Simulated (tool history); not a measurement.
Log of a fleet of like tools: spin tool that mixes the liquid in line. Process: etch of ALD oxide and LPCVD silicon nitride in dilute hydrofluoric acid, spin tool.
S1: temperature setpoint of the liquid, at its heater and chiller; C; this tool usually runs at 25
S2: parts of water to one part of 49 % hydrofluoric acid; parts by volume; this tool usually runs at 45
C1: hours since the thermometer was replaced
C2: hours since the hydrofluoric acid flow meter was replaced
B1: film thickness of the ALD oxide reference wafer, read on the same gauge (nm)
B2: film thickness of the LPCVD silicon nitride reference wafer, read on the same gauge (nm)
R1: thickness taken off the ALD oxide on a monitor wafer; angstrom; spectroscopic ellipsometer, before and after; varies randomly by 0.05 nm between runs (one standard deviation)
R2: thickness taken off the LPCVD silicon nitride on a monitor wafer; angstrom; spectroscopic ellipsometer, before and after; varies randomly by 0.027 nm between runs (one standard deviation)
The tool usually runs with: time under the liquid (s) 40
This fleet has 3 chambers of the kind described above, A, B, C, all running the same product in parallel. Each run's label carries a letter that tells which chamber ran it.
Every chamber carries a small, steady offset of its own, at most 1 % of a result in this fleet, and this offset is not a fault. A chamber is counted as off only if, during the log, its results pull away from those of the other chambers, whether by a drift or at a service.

run 1A hour=4.1 | S1=25 S2=45 time_under_the_liquid_(s)=40 | C1=2705.4 C2=384 | B1=39.997 B2=30.02 | R1=137.68 R2=4.6003
run 2B hour=8.5 | S1=25 S2=45 time_under_the_liquid_(s)=40 | C1=344.6 C2=855.9 | B1=39.997 B2=29.987 | R1=135.83 R2=4.4101
run 3C hour=12 | S1=25 S2=45 time_under_the_liquid_(s)=40 | C1=1038 C2=418.2 | B1=39.998 B2=29.986 | R1=137 R2=4.5032
run 4B hour=15.3 | S1=25 S2=45 time_under_the_liquid_(s)=40 | C1=351.4 C2=862.7 | B1=40.002 B2=30.002 | R1=135.99 R2=4.5478
run 5A hour=18.2 | S1=25 S2=45 time_under_the_liquid_(s)=40 | C1=2719.5 C2=398.1 | B1=39.989 B2=29.979 | R1=137.86 R2=4.5855
run 6C hour=21.6 | S1=25 S2=45 time_under_the_liquid_(s)=40 | C1=1047.6 C2=427.8 | B1=40.001 B2=29.993 | R1=138.47 R2=4.3924
run 7C hour=26.4 | S1=25 S2=45 time_under_the_liquid_(s)=40 | C1=1052.4 C2=432.6 | B1=40.017 B2=30.018 | R1=138.84 R2=4.7831
run 8B hour=29.9 | S1=25 S2=45 time_under_the_liquid_(s)=40 | C1=366 C2=877.3 | B1=39.988 B2=29.993 | R1=136.07 R2=4.4981
run 9A hour=32.7 | S1=25 S2=45 time_under_the_liquid_(s)=40 | C1=2734 C2=412.6 | B1=40.004 B2=30.003 | R1=136.22 R2=4.4768
run 10B hour=37.1 | S1=25 S2=45 time_under_the_liquid_(s)=40 | C1=373.2 C2=884.5 | B1=39.988 B2=30.019 | R1=136.35 R2=4.428
run 11C hour=39.8 | S1=25 S2=45 time_under_the_liquid_(s)=40 | C1=1065.8 C2=446 | B1=39.994 B2=29.986 | R1=138.45 R2=4.5034
run 12A hour=42.4 | S1=29.5 S2=45 time_under_the_liquid_(s)=20 | C1=2743.7 C2=422.3 | B1=40.015 B2=30.009 | R1=82.096 R2=3.0088
run 13A hour=45.9 | S1=29.5 S2=45 time_under_the_liquid_(s)=20 | C1=2747.2 C2=425.8 | B1=40.004 B2=30.004 | R1=82.44 R2=3.2264
run 14B hour=50.7 | S1=29.5 S2=45 time_under_the_liquid_(s)=20 | C1=386.8 C2=898.1 | B1=40.007 B2=30.021 | R1=81.414 R2=3.3979
run 15C hour=54 | S1=25 S2=45 time_under_the_liquid_(s)=40 | C1=1080 C2=460.2 | B1=39.998 B2=30.017 | R1=138.31 R2=4.7595
run 16A hour=57.3 | S1=25 S2=45 time_under_the_liquid_(s)=40 | C1=2758.6 C2=437.2 | B1=40.004 B2=30.01 | R1=136.47 R2=4.3797
run 17B hour=60.9 | S1=25 S2=45 time_under_the_liquid_(s)=40 | C1=397 C2=908.3 | B1=40.001 B2=30.005 | R1=136.79 R2=4.5136
run 18C hour=64.1 | S1=25 S2=45 time_under_the_liquid_(s)=40 | C1=1090.1 C2=470.3 | B1=40.006 B2=29.983 | R1=137.37 R2=5.0936
run 19C hour=67.2 | S1=25 S2=45 time_under_the_liquid_(s)=40 | C1=1093.2 C2=473.4 | B1=40.002 B2=30.02 | R1=139.17 R2=4.8095
run 20B hour=71.4 | S1=25 S2=45 time_under_the_liquid_(s)=40 | C1=407.5 C2=918.8 | B1=40 B2=29.978 | R1=135.96 R2=4.507
run 21A hour=74.1 | S1=21 S2=60 time_under_the_liquid_(s)=40 | C1=2775.4 C2=454 | B1=39.987 B2=29.977 | R1=85.379 R2=2.5497
run 22A hour=78.1 | S1=21 S2=60 time_under_the_liquid_(s)=40 | C1=2779.4 C2=458 | B1=39.978 B2=29.971 | R1=85.327 R2=2.7016
run 23C hour=80.4 | S1=21 S2=60 time_under_the_liquid_(s)=40 | C1=1106.4 C2=486.6 | B1=39.995 B2=29.981 | R1=85.886 R2=2.7119
run 24B hour=84.5 | S1=25 S2=45 time_under_the_liquid_(s)=40 | C1=420.6 C2=931.9 | B1=39.991 B2=29.993 | R1=136.54 R2=4.5575
run 25B hour=88 | S1=25 S2=45 time_under_the_liquid_(s)=40 | C1=424.1 C2=935.4 | B1=39.989 B2=29.999 | R1=135.35 R2=4.5621
run 26A hour=91.4 | S1=25 S2=45 time_under_the_liquid_(s)=40 | C1=2792.7 C2=471.3 | B1=39.998 B2=30.014 | R1=137.11 R2=4.5314
run 27C hour=94.7 | S1=25 S2=45 time_under_the_liquid_(s)=40 | C1=1120.7 C2=500.9 | B1=39.998 B2=29.996 | R1=137.34 R2=4.8519
run 28C hour=98.5 | S1=22 S2=40 time_under_the_liquid_(s)=40 | C1=1124.5 C2=504.7 | B1=40.011 B2=29.984 | R1=138.28 R2=4.0001
run 29A hour=102.1 | S1=22 S2=40 time_under_the_liquid_(s)=40 | C1=2803.4 C2=482 | B1=39.999 B2=30.015 | R1=137.57 R2=4.4512
run 30B hour=104.6 | S1=22 S2=40 time_under_the_liquid_(s)=40 | C1=440.7 C2=952 | B1=40.005 B2=29.995 | R1=135.74 R2=4.3837
run 31C hour=109 | S1=27.5 S2=55 time_under_the_liquid_(s)=40 | C1=1135 C2=515.2 | B1=39.985 B2=29.959 | R1=122.88 R2=4.4993
run 32B hour=111.7 | S1=27.5 S2=55 time_under_the_liquid_(s)=40 | C1=447.8 C2=959.1 | B1=40.005 B2=30.016 | R1=121.53 R2=4.639
run 33A hour=113.9 | S1=27.5 S2=55 time_under_the_liquid_(s)=40 | C1=2815.2 C2=493.8 | B1=39.993 B2=29.988 | R1=122.46 R2=4.705
run 34A hour=118.8 | S1=22 S2=45 time_under_the_liquid_(s)=60 | C1=2820.1 C2=498.7 | B1=39.994 B2=30.001 | R1=180.65 R2=5.9298
run 35B hour=123.2 | S1=22 S2=45 time_under_the_liquid_(s)=60 | C1=459.3 C2=970.6 | B1=39.995 B2=30.011 | R1=181.27 R2=5.6904
run 36C hour=127.4 | S1=22 S2=45 time_under_the_liquid_(s)=60 | C1=1153.4 C2=533.6 | B1=39.992 B2=29.981 | R1=183.25 R2=5.1996
run 37A hour=130.7 | S1=25 S2=45 time_under_the_liquid_(s)=40 | C1=2832 C2=510.6 | B1=39.982 B2=29.995 | R1=136.81 R2=4.6618
run 38B hour=133.7 | S1=25 S2=45 time_under_the_liquid_(s)=40 | C1=469.8 C2=981.1 | B1=39.995 B2=29.956 | R1=135.89 R2=4.8243
run 39C hour=138.4 | S1=25 S2=45 time_under_the_liquid_(s)=40 | C1=1164.4 C2=544.6 | B1=39.998 B2=30.006 | R1=138.45 R2=5.4293
run 40C hour=141.5 | S1=25 S2=45 time_under_the_liquid_(s)=15 | C1=1167.5 C2=547.7 | B1=40.007 B2=29.965 | R1=51.859 R2=1.8202
run 41B hour=144.2 | S1=25 S2=45 time_under_the_liquid_(s)=15 | C1=480.3 C2=991.6 | B1=39.987 B2=30.007 | R1=50.922 R2=1.6497

Next, every chamber runs the same settings. What will each give?
run 42A hour=147.8 | S1=21 S2=45 time_under_the_liquid_(s)=40 | R1=? R2=?
run 42B hour=147.8 | S1=21 S2=45 time_under_the_liquid_(s)=40 | R1=? R2=?
run 42C hour=147.8 | S1=21 S2=45 time_under_the_liquid_(s)=40 | R1=? R2=?

run=42A R1=116.29 R2=3.469
run=42B R1=115.7 R2=3.4703
run=42C R1=117.41 R2=3.8125

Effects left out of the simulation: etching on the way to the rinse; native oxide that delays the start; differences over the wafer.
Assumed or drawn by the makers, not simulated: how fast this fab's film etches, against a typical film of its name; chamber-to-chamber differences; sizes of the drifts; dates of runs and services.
